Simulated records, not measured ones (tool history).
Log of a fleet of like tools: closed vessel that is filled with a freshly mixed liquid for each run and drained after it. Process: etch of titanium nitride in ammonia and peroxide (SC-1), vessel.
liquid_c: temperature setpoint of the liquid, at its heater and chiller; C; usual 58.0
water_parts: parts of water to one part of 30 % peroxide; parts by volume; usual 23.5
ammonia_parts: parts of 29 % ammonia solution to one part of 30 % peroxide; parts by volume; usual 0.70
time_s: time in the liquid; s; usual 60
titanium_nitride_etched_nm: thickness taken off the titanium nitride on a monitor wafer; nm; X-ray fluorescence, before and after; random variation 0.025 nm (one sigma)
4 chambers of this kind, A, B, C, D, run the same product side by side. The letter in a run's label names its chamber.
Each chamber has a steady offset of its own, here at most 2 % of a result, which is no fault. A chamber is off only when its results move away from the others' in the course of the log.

run   hour  liquid_c  water_parts  ammonia_parts  time_s  hours since the thermometer was replaced  hours since the ammonia flow meter was replaced  hours since the drum of ammonia solution was connected  read-back film thickness of the titanium nitride reference wafer, read on the same gauge (nm)  titanium_nitride_etched_nm
 1B    6.3      58.0         23.5           0.70      60                                     400.0                                            693.4                                                   139.2                                                                                         110.03                      4.7576
 2A   12.8      58.0         23.5           0.70      60                                     646.6                                            399.1                                                   117.9                                                                                         110.00                      4.6339
 3D   22.8      58.0         23.5           0.70      60                                    1428.4                                           1015.8                                                   634.8                                                                                         110.01                      4.6480
 4C   29.0      58.0         23.5           0.70      60                                     125.2                                            859.9                                                   221.3                                                                                         110.00                      4.6257
 5D   36.1      58.0         23.5           0.70      60                                    1441.7                                           1029.1                                                   648.1                                                                                         110.02                      4.6491
 6B   42.9      58.0         23.5           0.70      60                                     436.6                                            730.0                                                   175.8                                                                                         110.02                      4.7331
 7A   50.1      58.0         23.5           0.70      60                                     683.9                                            436.4                                                   155.2                                                                                         110.00                      4.6822
      58.8  -- chamber C: new drum of ammonia solution connected
 8C   59.1      62.0         15.0           0.70      60                                     155.3                                            890.0                                                     0.3                                                                                         110.01                      7.6617
 9C   64.0      62.0         15.0           0.70      60                                     160.2                                            894.9                                                     5.2                                                                                         110.00                      7.7017
      70.2  -- chamber D: ammonia flow meter replaced
10B   73.4      62.0         15.0           0.70      60                                     467.1                                            760.5                                                   206.3                                                                                         110.01                      7.9191
11D   78.7      62.0         15.0           0.70      60                                    1484.3                                              8.5                                                   690.7                                                                                         110.00                      7.7401
12A   87.0      58.0         23.5           0.70      60                                     720.8                                            473.3                                                   192.1                                                                                         109.99                      4.6652
13D   96.3      58.0         23.5           0.70      90                                    1501.9                                             26.1                                                   708.3                                                                                         109.97                      6.9512
14A  101.2      58.0         23.5           0.70      90                                     735.0                                            487.5                                                   206.3                                                                                         109.98                      6.9635
15B  105.8      58.0         23.5           0.70      90                                     499.5                                            792.9                                                   238.7                                                                                         110.01                      7.0520
16C  114.6      58.0         23.5           0.70      90                                     210.8                                            945.5                                                    55.8                                                                                         109.99                      6.9888
17A  120.4      58.0         23.5           0.70      60                                     754.2                                            506.7                                                   225.5                                                                                         110.00                      4.6435
18B  125.5      58.0         23.5           0.70      60                                     519.2                                            812.6                                                   258.4                                                                                         110.01                      4.6998
19D  130.9      58.0         23.5           0.70      60                                    1536.5                                             60.7                                                   742.9                                                                                         109.98                      4.6360
20C  135.6      58.0         23.5           0.70      60                                     231.8                                            966.5                                                    76.8                                                                                         110.03                      4.6144
21A  140.8      58.0         23.5           0.70      60                                     774.6                                            527.1                                                   245.9                                                                                         109.99                      4.6534
22B  145.8      58.0         23.5           0.70      60                                     539.5                                            832.9                                                   278.7                                                                                         109.99                      4.5983
23C  154.2      58.0         23.5           0.70      60                                     250.4                                            985.1                                                    95.4                                                                                         110.00                      4.6346
24D  159.7      58.0         23.5           0.70      60                                    1565.3                                             89.5                                                   771.7                                                                                         110.00                      4.6648
25A  166.5      58.0         23.5           0.70      60                                     800.3                                            552.8                                                   271.6                                                                                         109.98                      4.6874
26D  173.4      58.0         23.5           0.70      60                                    1579.0                                            103.2                                                   785.4                                                                                         109.99                      4.6209
     176.9  -- chamber D: new drum of ammonia solution connected
27B  182.0      58.0         23.5           0.70      60                                     575.7                                            869.1                                                   314.9                                                                                         109.99                      4.5740
28C  191.1      58.0         23.5           0.70      60                                     287.3                                           1022.0                                                   132.3                                                                                         110.01                      4.6487
29D  195.7      63.5         23.5           1.05      60                                    1601.3                                            125.5                                                    18.9                                                                                         109.98                      7.1034
30C  200.9      63.5         23.5           1.05      60                                     297.1                                           1031.8                                                   142.1                                                                                         110.01                      7.1176
31A  208.9      63.5         23.5           1.05      60                                     842.7                                            595.2                                                   314.0                                                                                         109.99                      7.2245
32B  215.4      63.5         23.5           1.05      60                                     609.1                                            902.5                                                   348.3                                                                                         110.00                      6.9736
33B  223.5      58.0         23.5           0.70      60                                     617.2                                            910.6                                                   356.4                                                                                         110.02                      4.4907
34D  228.2      58.0         23.5           0.70      60                                    1633.8                                            158.0                                                    51.4                                                                                         109.97                      4.6576
     230.7  -- chamber A: thermometer replaced
35A  237.8      58.0         23.5           0.70      60                                       7.1                                            624.1                                                   342.9                                                                                         110.01                      4.6455
36C  244.5      58.0         23.5           0.70      60                                     340.7                                           1075.4                                                   185.7                                                                                         109.99                      4.6879
37C  251.0      51.5         23.5           0.70      60                                     347.2                                           1081.9                                                   192.2                                                                                         110.03                      2.9721

Is one chamber off against the others, does the gauge drift, or is nothing wrong? If a chamber is off, say which, and what the likeliest cause is.

Chamber B drifts away from the others.
Cause: liquid colder than its thermometer reads (K) = 1.05.

Here are 4 candidates for chamber B's next run, each the usual settings with a change, their results left as question marks. Which one brings its results back in line with what the others give on the usual settings?
In line means no further than this from the other chambers' mean on the usual settings: titanium_nitride_etched_nm 0.0860 nm
38B-1  258.4      58.0         23.0           0.70      60                                                                                                                                                                                                                                                                             ?
38B-2  258.4      58.0         24.0           0.70      60                                                                                                                                                                                                                                                                             ?
38B-3  258.4      58.5         23.0           0.70      60                                                                                                                                                                                                                                                                             ?
38B-4  258.4      57.5         24.0           0.70      60                                                                                                                                                                                                                                                                             ?

The other chambers' mean on the usual settings: titanium_nitride_etched_nm 4.6408 nm
  run  titanium_nitride_etched_nm
38B-1                      4.4975
38B-2                      4.3920
38B-3                      4.6469
38B-4                      4.2475
38B-3 brings the chamber back in line.
